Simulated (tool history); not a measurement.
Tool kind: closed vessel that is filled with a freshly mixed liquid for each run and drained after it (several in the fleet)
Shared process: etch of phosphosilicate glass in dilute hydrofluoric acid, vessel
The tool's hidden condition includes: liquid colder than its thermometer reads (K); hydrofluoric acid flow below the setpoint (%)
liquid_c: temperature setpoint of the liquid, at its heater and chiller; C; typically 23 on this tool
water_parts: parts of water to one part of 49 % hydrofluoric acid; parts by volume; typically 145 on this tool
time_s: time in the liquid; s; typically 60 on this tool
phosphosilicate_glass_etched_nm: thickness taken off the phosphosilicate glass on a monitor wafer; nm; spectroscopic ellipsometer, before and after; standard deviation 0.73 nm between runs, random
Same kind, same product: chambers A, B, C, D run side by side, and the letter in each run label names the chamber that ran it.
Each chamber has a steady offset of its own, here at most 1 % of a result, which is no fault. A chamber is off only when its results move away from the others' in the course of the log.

run  hour  liquid_c  water_parts  time_s  hours since the thermometer was replaced  hours since the hydrofluoric acid flow meter was replaced  read-back film thickness of the phosphosilicate glass reference wafer, read on the same gauge (nm)  phosphosilicate_glass_etched_nm
 1A     4        23          145      60                                    3004.4                                                     1564.1                                                                                                 100                           75.175
 2B   6.3        23          145      60                                     723.8                                                      433.1                                                                                              100.03                           76.317
 3D   8.5        23          145      60                                     248.1                                                     1485.2                                                                                              99.983                           74.897
 4C  11.1        23          145      60                                       941                                                      458.1                                                                                                 100                           74.458
     11.3  -- chamber A: thermometer replaced
 5A  13.8        23          210      60                                       2.6                                                     1573.9                                                                                              99.987                           50.086
 6D  17.5        23          210      60                                     257.1                                                     1494.2                                                                                              99.984                            48.33
 7B  20.8        23          210      60                                     738.3                                                      447.6                                                                                               99.98                           48.874
 8C  25.1        23          210      60                                       955                                                      472.1                                                                                              99.973                           48.337
 9D  27.3        23          145      60                                     266.9                                                       1504                                                                                              99.997                            76.14
10B  30.3        23          145      60                                     747.8                                                      457.1                                                                                              99.991                           75.822
11A  33.6        23          145      60                                      22.4                                                     1593.7                                                                                              99.998                           75.225
12C  35.8        23          145      60                                     965.7                                                      482.8                                                                                              99.989                           74.631
13B  38.3        23          145      60                                     755.8                                                      465.1                                                                                              99.983                           76.648
14A  41.5        23          145      60                                      30.3                                                     1601.6                                                                                               99.98                            74.33
15C  45.6        23          145      60                                     975.5                                                      492.6                                                                                                 100                           75.936
16D  48.1        23          145      60                                     287.7                                                     1524.8                                                                                              99.994                           73.505
17D  51.7        23           90      60                                     291.3                                                     1528.4                                                                                              100.02                           124.42
18C  54.9        23           90      60                                     984.8                                                      501.9                                                                                              99.999                           132.22
19A  57.4        23           90      60                                      46.2                                                     1617.5                                                                                              100.03                           128.15
20B  60.3        23           90      60                                     777.8                                                      487.1                                                                                              99.973                           128.37
21D  64.3        23          145      60                                     303.9                                                       1541                                                                                              99.994                           72.853
22A  66.5        23          205      60                                      55.3                                                     1626.6                                                                                              100.02                           49.536
23B  68.4        23          205      60                                     785.9                                                      495.2                                                                                              100.01                           50.807
24C  72.3        23          205      60                                    1002.2                                                      519.3                                                                                                 100                           49.236
25B    76        23          205      60                                     793.5                                                      502.8                                                                                              99.978                           50.666
26D  79.1        23          145      60                                     318.7                                                     1555.8                                                                                              99.998                           69.758
27C  82.2        23          145      60                                    1012.1                                                      529.2                                                                                               99.97                           74.448
28A  84.3        23          145      60                                      73.1                                                     1644.4                                                                                              99.993                           75.549
29C  87.7        23          145      60                                    1017.6                                                      534.7                                                                                              100.02                           74.775
30B  90.2        23          170      85                                     807.7                                                        517                                                                                              99.979                           88.444
31D  93.9        23          170      85                                     333.5                                                     1570.6                                                                                              99.987                           81.942
32A  97.2        23          170      85                                        86                                                     1657.3                                                                                              100.04                           88.939
33A   100        23          170      85                                      88.8                                                     1660.1                                                                                              99.995                           90.018

Next, every chamber runs the same settings. What will each give?
34A  103.1        23          145      60                                                                                                                                                                                                                                         ?
34B  103.1        23          145      60                                                                                                                                                                                                                                         ?
34C  103.1        23          145      60                                                                                                                                                                                                                                         ?
34D  103.1        23          145      60                                                                                                                                                                                                                                         ?

run  phosphosilicate_glass_etched_nm
34A                           75.665
34B                           74.371
34C                           75.135
34D                           68.702
